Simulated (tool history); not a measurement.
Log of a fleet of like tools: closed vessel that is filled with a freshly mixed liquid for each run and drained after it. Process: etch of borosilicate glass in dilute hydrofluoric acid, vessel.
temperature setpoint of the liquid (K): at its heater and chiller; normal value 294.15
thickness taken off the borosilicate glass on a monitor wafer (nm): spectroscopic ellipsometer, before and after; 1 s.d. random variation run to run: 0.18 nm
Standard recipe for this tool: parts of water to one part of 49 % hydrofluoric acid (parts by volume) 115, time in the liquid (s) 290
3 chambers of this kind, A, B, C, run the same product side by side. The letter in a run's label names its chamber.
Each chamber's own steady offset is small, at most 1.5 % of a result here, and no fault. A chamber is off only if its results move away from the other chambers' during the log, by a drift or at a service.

run     day  temperature setpoint of the liquid (K)  parts of water to one part of 49 % hydrofluoric acid (parts by volume)  time in the liquid (s)  read-back film thickness of the borosilicate glass reference wafer, read on the same gauge (nm)  thickness taken off the borosilicate glass on a monitor wafer (nm)
 1A   0.429                                  294.15                                                                     115                     290                                                                                           140.00                                                              58.081
 2C   0.738                                  294.15                                                                     115                     290                                                                                           140.01                                                              57.492
 3B   1.092                                  294.15                                                                     115                     290                                                                                           139.99                                                              58.883
 4C   1.600                                  294.15                                                                     115                     290                                                                                           140.00                                                              57.311
 5B   2.042                                  294.15                                                                     115                     290                                                                                           140.01                                                              59.154
 6A   2.512                                  294.15                                                                     115                     290                                                                                           140.02                                                              58.331
 7C   3.075                                  294.15                                                                     115                     290                                                                                           140.00                                                              57.198
 8B   3.446                                  294.15                                                                     115                     290                                                                                           139.99                                                              59.022
 9A   3.862                                  298.65                                                                     115                     220                                                                                           139.99                                                              52.602
10A   4.112                                  298.65                                                                     115                     220                                                                                           139.99                                                              52.806
11C   4.462                                  298.65                                                                     115                     220                                                                                           140.01                                                              52.064
12B   4.950                                  294.15                                                                     115                     290                                                                                           140.01                                                              58.791
13A   5.267                                  294.15                                                                     115                     290                                                                                           140.00                                                              58.064
14C   5.817                                  294.15                                                                     115                     290                                                                                           140.02                                                              57.234
15B   6.117                                  294.15                                                                     115                     290                                                                                           140.00                                                              58.704
16A   6.592                                  294.15                                                                     115                     290                                                                                           140.01                                                              58.425
17C   7.025                                  294.15                                                                     160                     290                                                                                           140.01                                                              39.103
18B   7.371                                  294.15                                                                     160                     290                                                                                           139.99                                                              40.218
19B   7.842                                  294.15                                                                     160                     290                                                                                           140.01                                                              40.284
20C   8.150                                  294.15                                                                     145                     180                                                                                           140.01                                                              27.257
21A   8.725                                  294.15                                                                     145                     180                                                                                           139.99                                                              27.591
22C   9.296                                  294.15                                                                     145                     180                                                                                           140.00                                                              27.086
23B   9.738                                  294.15                                                                     115                     290                                                                                           140.02                                                              59.010
24A  10.162                                  294.15                                                                     115                     290                                                                                           140.00                                                              58.071
25A  10.438                                  294.15                                                                     115                     290                                                                                           140.00                                                              58.016
26C  10.954                                  294.15                                                                     115                     290                                                                                           140.02                                                              57.157
27B  11.346                                  294.15                                                                     115                     290                                                                                           139.98                                                              59.295
28C  11.621                                  294.15                                                                     115                     290                                                                                           140.00                                                              57.285
29A  12.054                                  294.15                                                                     115                     290                                                                                           140.00                                                              58.093
30B  12.558                                  294.15                                                                     115                     290                                                                                           140.00                                                              59.847
31A  12.929                                  294.15                                                                     115                     290                                                                                           139.98                                                              58.323
32C  13.308                                  294.15                                                                     115                     290                                                                                           140.01                                                              57.093
33B  13.675                                  294.15                                                                     115                     290                                                                                           139.99                                                              59.902
34C  14.200                                  294.15                                                                     115                     290                                                                                           140.00                                                              57.283
35B  14.729                                  294.15                                                                     115                     290                                                                                           139.99                                                              59.841
     14.746  -- chamber B: hydrofluoric acid flow meter replaced
     14.808  -- chamber C: thermometer replaced
36A  15.200                                  294.15                                                                     115                     290                                                                                           140.01                                                              58.131
37B  15.754                                  294.15                                                                      80                     290                                                                                           139.99                                                              89.487
38C  16.233                                  294.15                                                                      80                     290                                                                                           140.01                                                              86.416
39A  16.800                                  294.15                                                                      80                     290                                                                                           140.02                                                              87.493
40A  17.238                                  294.15                                                                     115                     290                                                                                           139.98                                                              58.111
41C  17.754                                  294.15                                                                     115                     290                                                                                           140.02                                                              57.521

The same settings go to every chamber for the next run, one line per chamber below. Forecast the results for each:
42A  18.162                                  294.15                                                                     115                     290                                                                                                                                                                    ?
42B  18.162                                  294.15                                                                     115                     290                                                                                                                                                                    ?
42C  18.162                                  294.15                                                                     115                     290                                                                                                                                                                    ?

run  thickness taken off the borosilicate glass on a monitor wafer (nm)
42A                                                              58.127
42B                                                              60.197
42C                                                              57.123
